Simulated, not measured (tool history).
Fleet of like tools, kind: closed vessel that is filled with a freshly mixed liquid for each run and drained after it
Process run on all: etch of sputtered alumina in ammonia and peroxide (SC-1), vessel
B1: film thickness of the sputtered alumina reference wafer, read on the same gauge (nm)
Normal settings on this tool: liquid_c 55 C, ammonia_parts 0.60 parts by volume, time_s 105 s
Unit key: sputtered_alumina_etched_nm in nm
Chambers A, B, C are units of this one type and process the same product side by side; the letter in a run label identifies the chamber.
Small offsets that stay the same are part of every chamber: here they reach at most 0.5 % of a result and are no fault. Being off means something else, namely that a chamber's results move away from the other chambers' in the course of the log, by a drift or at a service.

run 1A day=0.154 | liquid_c=55 ammonia_parts=0.60 time_s=105 | B1=139.99 | sputtered_alumina_etched_nm=7.2719
run 2B day=0.325 | liquid_c=55 ammonia_parts=0.60 time_s=105 | B1=139.99 | sputtered_alumina_etched_nm=7.3022
run 3C day=0.504 | liquid_c=55 ammonia_parts=0.60 time_s=105 | B1=140.00 | sputtered_alumina_etched_nm=7.2684
run 4A day=0.829 | liquid_c=55 ammonia_parts=0.60 time_s=105 | B1=140.01 | sputtered_alumina_etched_nm=7.1254
run 5C day=1.071 | liquid_c=55 ammonia_parts=0.60 time_s=105 | B1=140.01 | sputtered_alumina_etched_nm=7.2381
run 6B day=1.325 | liquid_c=55 ammonia_parts=0.60 time_s=105 | B1=140.01 | sputtered_alumina_etched_nm=7.2493
run 7A day=1.579 | liquid_c=49 ammonia_parts=0.60 time_s=75 | B1=140.01 | sputtered_alumina_etched_nm=3.7576
run 8B day=1.850 | liquid_c=49 ammonia_parts=0.60 time_s=75 | B1=140.01 | sputtered_alumina_etched_nm=3.7620
run 9C day=2.017 | liquid_c=49 ammonia_parts=0.60 time_s=75 | B1=140.01 | sputtered_alumina_etched_nm=3.8519
run 10C day=2.288 | liquid_c=55 ammonia_parts=0.60 time_s=105 | B1=140.01 | sputtered_alumina_etched_nm=7.4264
run 11A day=2.496 | liquid_c=55 ammonia_parts=0.60 time_s=125 | B1=140.00 | sputtered_alumina_etched_nm=8.3396
-- day=2.567 chamber C: ammonia flow meter replaced
run 12B day=2.775 | liquid_c=55 ammonia_parts=0.60 time_s=125 | B1=140.02 | sputtered_alumina_etched_nm=8.4001
run 13B day=3.117 | liquid_c=55 ammonia_parts=0.60 time_s=125 | B1=140.00 | sputtered_alumina_etched_nm=8.7257
run 14A day=3.292 | liquid_c=55 ammonia_parts=0.85 time_s=105 | B1=140.01 | sputtered_alumina_etched_nm=7.3996
run 15C day=3.588 | liquid_c=55 ammonia_parts=0.85 time_s=105 | B1=140.00 | sputtered_alumina_etched_nm=8.0157
run 16A day=3.879 | liquid_c=55 ammonia_parts=0.85 time_s=105 | B1=140.02 | sputtered_alumina_etched_nm=7.4329
run 17B day=4.058 | liquid_c=55 ammonia_parts=0.60 time_s=105 | B1=140.01 | sputtered_alumina_etched_nm=7.3225
run 18C day=4.292 | liquid_c=55 ammonia_parts=0.60 time_s=105 | B1=140.01 | sputtered_alumina_etched_nm=7.9209
run 19A day=4.558 | liquid_c=55 ammonia_parts=0.60 time_s=105 | B1=140.00 | sputtered_alumina_etched_nm=7.2864
run 20B day=4.875 | liquid_c=55 ammonia_parts=0.60 time_s=105 | B1=139.99 | sputtered_alumina_etched_nm=7.1722
run 21C day=5.188 | liquid_c=55 ammonia_parts=0.60 time_s=105 | B1=140.01 | sputtered_alumina_etched_nm=8.0502
run 22A day=5.467 | liquid_c=55 ammonia_parts=0.60 time_s=75 | B1=139.99 | sputtered_alumina_etched_nm=5.2483

Is one chamber out of step, is the gauge drifting, or do the chambers differ by no more than their own small offsets? For an off chamber, give its letter and the likeliest cause.

Little by little, chamber C moves away from the other chambers.
Likeliest cause: liquid hotter than its thermometer reads (K) = 2.62.

Here are 4 candidates for chamber C's next run, each the usual settings with a change, their results left as question marks. Which one brings its results back in line with what the others give on the usual settings?
Allowed miss from the other chambers' usual-settings mean, per result, to count as in line: sputtered_alumina_etched_nm 0.2500 nm
run 23C-1 day=5.712 | liquid_c=54.5 ammonia_parts=0.60 time_s=100 | sputtered_alumina_etched_nm=?
run 23C-2 day=5.712 | liquid_c=52.5 ammonia_parts=0.60 time_s=105 | sputtered_alumina_etched_nm=?
run 23C-3 day=5.712 | liquid_c=56.5 ammonia_parts=0.60 time_s=105 | sputtered_alumina_etched_nm=?
run 23C-4 day=5.712 | liquid_c=57.5 ammonia_parts=0.60 time_s=105 | sputtered_alumina_etched_nm=?

Other chambers, usual settings, mean: sputtered_alumina_etched_nm 7.2137 nm
run=23C-1 sputtered_alumina_etched_nm=7.7256
run=23C-2 sputtered_alumina_etched_nm=7.2884
run=23C-3 sputtered_alumina_etched_nm=9.0105
run=23C-4 sputtered_alumina_etched_nm=9.4962
23C-2 puts the chamber back in line with the other chambers.
